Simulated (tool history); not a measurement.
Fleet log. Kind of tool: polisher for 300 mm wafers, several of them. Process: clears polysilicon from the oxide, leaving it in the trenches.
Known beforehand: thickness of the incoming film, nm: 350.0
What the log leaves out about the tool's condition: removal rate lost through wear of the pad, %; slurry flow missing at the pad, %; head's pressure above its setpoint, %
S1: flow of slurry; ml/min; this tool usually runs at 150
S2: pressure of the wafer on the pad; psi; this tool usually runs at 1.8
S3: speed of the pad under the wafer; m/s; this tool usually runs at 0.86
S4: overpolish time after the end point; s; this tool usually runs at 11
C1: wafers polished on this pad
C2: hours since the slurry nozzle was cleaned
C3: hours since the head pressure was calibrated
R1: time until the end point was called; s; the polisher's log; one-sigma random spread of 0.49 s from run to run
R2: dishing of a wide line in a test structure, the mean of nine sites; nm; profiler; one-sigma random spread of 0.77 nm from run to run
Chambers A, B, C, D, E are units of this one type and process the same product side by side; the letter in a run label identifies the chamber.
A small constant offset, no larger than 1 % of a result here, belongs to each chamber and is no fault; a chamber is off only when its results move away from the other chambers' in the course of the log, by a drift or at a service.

run,hour,S1,S2,S3,S4,C1,C2,C3,R1,R2
# hour 0.3: chamber E: worn pad replaced by a new one
1D,3.0,150,1.8,0.86,11,104,328.1,386.7,51.289,33.117
2B,6.4,150,1.8,0.86,11,148,41.2,459.5,51.637,33.187
# hour 8.0: chamber A: worn pad replaced by a new one
3E,9.1,150,1.8,0.86,11,121,69.8,256.9,51.393,33.520
4C,13.0,150,1.8,0.86,11,421,26.0,105.0,51.626,34.071
5A,17.0,150,1.8,0.86,11,124,40.2,318.7,51.471,33.961
6A,19.9,150,1.8,0.86,11,163,43.1,321.6,52.324,33.157
7E,22.9,150,1.8,0.86,11,311,83.6,270.7,51.162,34.763
8C,26.0,150,1.8,0.86,11,600,39.0,118.0,52.368,33.461
9D,30.6,120,1.8,0.62,11,484,355.7,414.3,75.155,28.888
10B,34.6,120,1.8,0.62,11,536,69.4,487.7,74.638,29.002
11B,39.1,120,1.8,0.62,11,598,73.9,492.2,73.830,29.394
12A,41.5,120,1.8,0.62,11,461,64.7,343.2,73.864,29.278
# hour 43.5: chamber B: worn pad replaced by a new one
13D,46.1,120,1.8,0.62,11,697,371.2,429.8,73.764,28.956
# hour 48.1: chamber D: worn pad replaced by a new one
# hour 50.1: chamber E: worn pad replaced by a new one
14E,50.6,150,1.8,0.86,11,7,111.3,298.4,51.932,33.337
15C,54.3,150,1.8,0.86,11,989,67.3,146.3,51.884,33.519
16A,58.1,175,1.8,0.86,11,689,81.3,359.8,49.902,33.605
17C,61.2,175,1.8,0.86,11,1084,74.2,153.2,50.336,34.547
18D,63.8,175,1.8,0.86,11,216,388.9,447.5,49.877,34.350
# hour 64.6: chamber D: head pressure recalibrated
19B,66.5,175,1.8,0.86,11,317,101.3,519.6,50.217,32.991
20E,71.1,175,1.8,0.86,11,289,131.8,318.9,50.290,33.391
21C,74.1,130,1.6,0.86,11,1261,87.1,166.1,60.621,33.069
22E,77.9,130,1.6,0.86,11,382,138.6,325.7,59.492,32.126
23D,80.1,130,1.6,0.86,11,441,405.2,15.5,59.268,31.748
24B,84.6,130,1.6,0.86,11,566,119.4,537.7,59.856,32.003
# hour 87.7: chamber D: worn pad replaced by a new one
# hour 88.3: chamber C: worn pad replaced by a new one
25A,88.6,130,1.6,0.86,11,1108,111.8,390.3,58.872,31.230
# hour 89.1: chamber B: worn pad replaced by a new one
26A,92.3,150,1.8,0.86,11,1159,115.5,394.0,52.314,32.632
27E,96.6,150,1.8,0.86,11,639,157.3,344.4,51.318,34.674
# hour 99.4: chamber E: worn pad replaced by a new one
28B,99.5,150,1.8,0.86,11,143,134.3,552.6,51.278,32.567
29C,102.7,150,1.8,0.86,11,198,115.7,194.7,51.441,33.259
30D,105.5,150,1.8,0.86,11,245,430.6,40.9,51.784,34.864
31C,107.9,150,1.8,0.86,11,270,120.9,199.9,51.195,33.657
32A,112.5,150,1.8,0.86,11,1437,135.7,414.2,51.885,32.509
33E,117.1,150,1.8,0.86,11,243,177.8,364.9,52.123,33.501
34D,120.4,150,1.8,0.86,11,450,445.5,55.8,51.943,35.247

Has any chamber moved away from the others, gradually or after a service, or does the common gauge drift, or do the chambers differ only by their own small steady offsets? State the chamber and the most likely cause if one applies.

The fleet is healthy, with each chamber sitting at its usual small offset and no drift in the gauge.
